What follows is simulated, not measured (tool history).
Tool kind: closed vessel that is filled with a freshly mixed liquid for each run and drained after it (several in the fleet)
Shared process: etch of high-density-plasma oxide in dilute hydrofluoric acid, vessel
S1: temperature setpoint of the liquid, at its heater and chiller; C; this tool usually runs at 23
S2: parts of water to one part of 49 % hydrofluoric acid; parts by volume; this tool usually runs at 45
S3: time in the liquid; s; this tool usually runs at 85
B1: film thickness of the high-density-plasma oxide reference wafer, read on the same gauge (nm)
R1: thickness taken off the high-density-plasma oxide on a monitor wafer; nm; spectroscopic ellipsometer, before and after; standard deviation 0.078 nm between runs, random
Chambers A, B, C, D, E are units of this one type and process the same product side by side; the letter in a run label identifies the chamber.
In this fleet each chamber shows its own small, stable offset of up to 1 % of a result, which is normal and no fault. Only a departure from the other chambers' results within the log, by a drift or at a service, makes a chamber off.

run 1E hour=6 | S1=23 S2=45 S3=85 | B1=30.036 | R1=9.9085
run 2B hour=9.9 | S1=23 S2=45 S3=85 | B1=30.008 | R1=9.9155
run 3D hour=16.4 | S1=23 S2=45 S3=85 | B1=29.999 | R1=9.9743
run 4C hour=20.2 | S1=23 S2=45 S3=85 | B1=30.027 | R1=9.9845
run 5A hour=26.8 | S1=20.5 S2=60 S3=85 | B1=29.991 | R1=6.6778
run 6B hour=30.8 | S1=20.5 S2=60 S3=85 | B1=30.024 | R1=6.5648
run 7E hour=37.7 | S1=20.5 S2=60 S3=85 | B1=30.019 | R1=6.6876
run 8A hour=41 | S1=20.5 S2=60 S3=85 | B1=29.948 | R1=6.6738
run 9D hour=45.5 | S1=20.5 S2=60 S3=85 | B1=29.968 | R1=6.6412
run 10C hour=50.1 | S1=23 S2=45 S3=85 | B1=29.975 | R1=10.09
run 11C hour=55.2 | S1=23 S2=45 S3=85 | B1=29.995 | R1=10.057
run 12D hour=60.5 | S1=23 S2=45 S3=85 | B1=29.989 | R1=10.1
run 13A hour=64.1 | S1=23 S2=45 S3=85 | B1=30.045 | R1=10.068
run 14E hour=67.4 | S1=23 S2=45 S3=85 | B1=30.024 | R1=9.9057
run 15B hour=70.5 | S1=23 S2=45 S3=85 | B1=29.988 | R1=10.022
run 16A hour=74.5 | S1=20.5 S2=30 S3=85 | B1=29.994 | R1=13.952
run 17E hour=79.2 | S1=20.5 S2=30 S3=85 | B1=29.998 | R1=13.583
run 18B hour=83.9 | S1=20.5 S2=30 S3=85 | B1=29.972 | R1=13.74
run 19C hour=87.9 | S1=20.5 S2=30 S3=85 | B1=30.01 | R1=14.051
run 20D hour=93.1 | S1=20.5 S2=30 S3=85 | B1=29.993 | R1=13.93
run 21E hour=98.8 | S1=23 S2=45 S3=85 | B1=29.999 | R1=9.8994
run 22B hour=104.7 | S1=23 S2=45 S3=85 | B1=29.971 | R1=10.081
-- hour=106.7 chamber E: hydrofluoric acid flow meter replaced
run 23D hour=108.5 | S1=23 S2=45 S3=130 | B1=30.027 | R1=15.362
run 24A hour=111.6 | S1=23 S2=45 S3=130 | B1=30.002 | R1=15.403
run 25C hour=118 | S1=23 S2=45 S3=130 | B1=29.971 | R1=15.671
run 26E hour=122.5 | S1=23 S2=45 S3=130 | B1=29.984 | R1=15.126
run 27C hour=128 | S1=23 S2=45 S3=130 | B1=29.977 | R1=15.522
run 28A hour=134.5 | S1=21.5 S2=45 S3=135 | B1=29.976 | R1=15.164
run 29D hour=139.8 | S1=21.5 S2=45 S3=135 | B1=29.994 | R1=15.025
run 30B hour=145.1 | S1=21.5 S2=45 S3=135 | B1=30.018 | R1=15.043
run 31E hour=149.9 | S1=21.5 S2=45 S3=135 | B1=29.998 | R1=14.716
run 32D hour=154.6 | S1=21.5 S2=45 S3=135 | B1=30.032 | R1=14.988
run 33B hour=160.9 | S1=23 S2=45 S3=85 | B1=30.004 | R1=9.8816

Has any chamber moved away from the others, gradually or after a service, or does the common gauge drift, or do the chambers differ only by their own small steady offsets? State the chamber and the most likely cause if one applies.

Chamber C drifts away from the others.
What lies behind it: hydrofluoric acid flow above the setpoint (%) = 3.97.
From this log alone, it may not be told apart from: liquid hotter than its thermometer reads (K).

Below are 4 candidate recipes for chamber C's next run, each the usual settings with a change, their results shown as question marks. Which of them brings C's results back in line with what the other chambers give on the usual settings?
Counts as in line when no further than this from what the other chambers average on the usual settings: R1 0.27 nm
run 34C-1 hour=166 | S1=22 S2=45 S3=85 | R1=?
run 34C-2 hour=166 | S1=22.5 S2=45 S3=80 | R1=?
run 34C-3 hour=166 | S1=25 S2=45 S3=85 | R1=?
run 34C-4 hour=166 | S1=24 S2=45 S3=85 | R1=?

Other chambers, usual settings, mean: R1 10.02 nm
run=34C-1 R1=9.9417
run=34C-2 R1=9.5592
run=34C-3 R1=11.275
run=34C-4 R1=10.815
34C-1 is the one that brings the chamber's results back in line with the other chambers.
